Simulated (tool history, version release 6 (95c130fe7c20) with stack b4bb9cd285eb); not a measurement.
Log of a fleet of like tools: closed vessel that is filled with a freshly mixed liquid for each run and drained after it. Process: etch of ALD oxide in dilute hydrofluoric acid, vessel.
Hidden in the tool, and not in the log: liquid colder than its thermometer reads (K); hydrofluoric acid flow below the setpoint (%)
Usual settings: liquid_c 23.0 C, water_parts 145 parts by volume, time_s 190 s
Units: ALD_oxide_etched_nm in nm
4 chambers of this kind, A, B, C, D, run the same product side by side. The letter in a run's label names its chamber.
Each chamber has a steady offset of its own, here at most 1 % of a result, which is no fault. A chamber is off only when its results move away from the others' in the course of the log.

run    day  liquid_c  water_parts  time_s  hours since the thermometer was replaced  hours since the hydrofluoric acid flow meter was replaced  read-back film thickness of the ALD oxide reference wafer, read on the same gauge (nm)  ALD_oxide_etched_nm
 1B  0.212      23.0          145     190                                     101.8                                                       31.2                                                                                  90.005              14.7590
 2C  0.312      23.0          145     190                                     535.7                                                      842.7                                                                                  90.021              15.0500
 3D  0.433      23.0          145     190                                      48.0                                                      270.4                                                                                  90.001              14.8720
 4A  0.604      23.0          145     190                                    2758.8                                                      177.0                                                                                  89.997              14.7160
 5B  0.708      23.0          145     190                                     113.7                                                       43.1                                                                                  89.976              14.7660
 6D  0.825      23.0          145     190                                      57.4                                                      279.8                                                                                  90.008              14.9730
 7C  0.938      23.0          145     190                                     550.7                                                      857.7                                                                                  90.010              14.6040
 8A  1.133      23.0          145     190                                    2771.5                                                      189.7                                                                                  90.036              14.6590
 9B  1.258      23.0          145     190                                     126.9                                                       56.3                                                                                  90.001              14.7610
10C  1.412      23.0          145     190                                     562.1                                                      869.1                                                                                  90.034              14.4350
11D  1.542      23.0          145     190                                      74.6                                                      297.0                                                                                  89.990              14.9050
12A  1.679      23.0          145     190                                    2784.6                                                      202.8                                                                                  90.005              14.7830
13C  1.892      23.0          145     190                                     573.6                                                      880.6                                                                                  89.986              14.3320
14D  2.108      23.0          145     190                                      88.2                                                      310.6                                                                                  89.995              14.9370
15B  2.321      23.0          145     190                                     152.4                                                       81.8                                                                                  89.981              14.6640
16A  2.500      23.0          145     295                                    2804.3                                                      222.5                                                                                  89.988              23.0260
17D  2.675      23.0          145     295                                     101.8                                                      324.2                                                                                  90.004              23.2690
18C  2.888      23.0          145     295                                     597.5                                                      904.5                                                                                  89.978              22.2950
19B  3.079      23.0          145     295                                     170.6                                                      100.0                                                                                  90.005              23.0060
20A  3.212      23.0          145     190                                    2821.4                                                      239.6                                                                                  89.981              14.8940
21D  3.333      23.0          145     190                                     117.6                                                      340.0                                                                                  90.017              15.0800
22A  3.517      23.0          145     190                                    2828.7                                                      246.9                                                                                  89.999              14.7120
23B  3.717      23.0          145     190                                     185.9                                                      115.3                                                                                  90.029              14.6930
24C  3.946      23.0          145     190                                     622.9                                                      929.9                                                                                  89.985              13.9050
25C  4.133      25.5          145     105                                     627.4                                                      934.4                                                                                  90.021               8.4602
26A  4.342      25.5          145     105                                    2848.5                                                      266.7                                                                                  90.031               9.0698
27D  4.500      25.5          145     105                                     145.6                                                      368.0                                                                                  89.994               9.0826

Next, every chamber runs the same settings. What will each give?
28A  4.667      23.0          145     190                                                                                                                                                                                                                 ?
28B  4.667      23.0          145     190                                                                                                                                                                                                                 ?
28C  4.667      23.0          145     190                                                                                                                                                                                                                 ?
28D  4.667      23.0          145     190                                                                                                                                                                                                                 ?

run  ALD_oxide_etched_nm
28A              14.7020
28B              14.7590
28C              13.6840
28D              14.8490

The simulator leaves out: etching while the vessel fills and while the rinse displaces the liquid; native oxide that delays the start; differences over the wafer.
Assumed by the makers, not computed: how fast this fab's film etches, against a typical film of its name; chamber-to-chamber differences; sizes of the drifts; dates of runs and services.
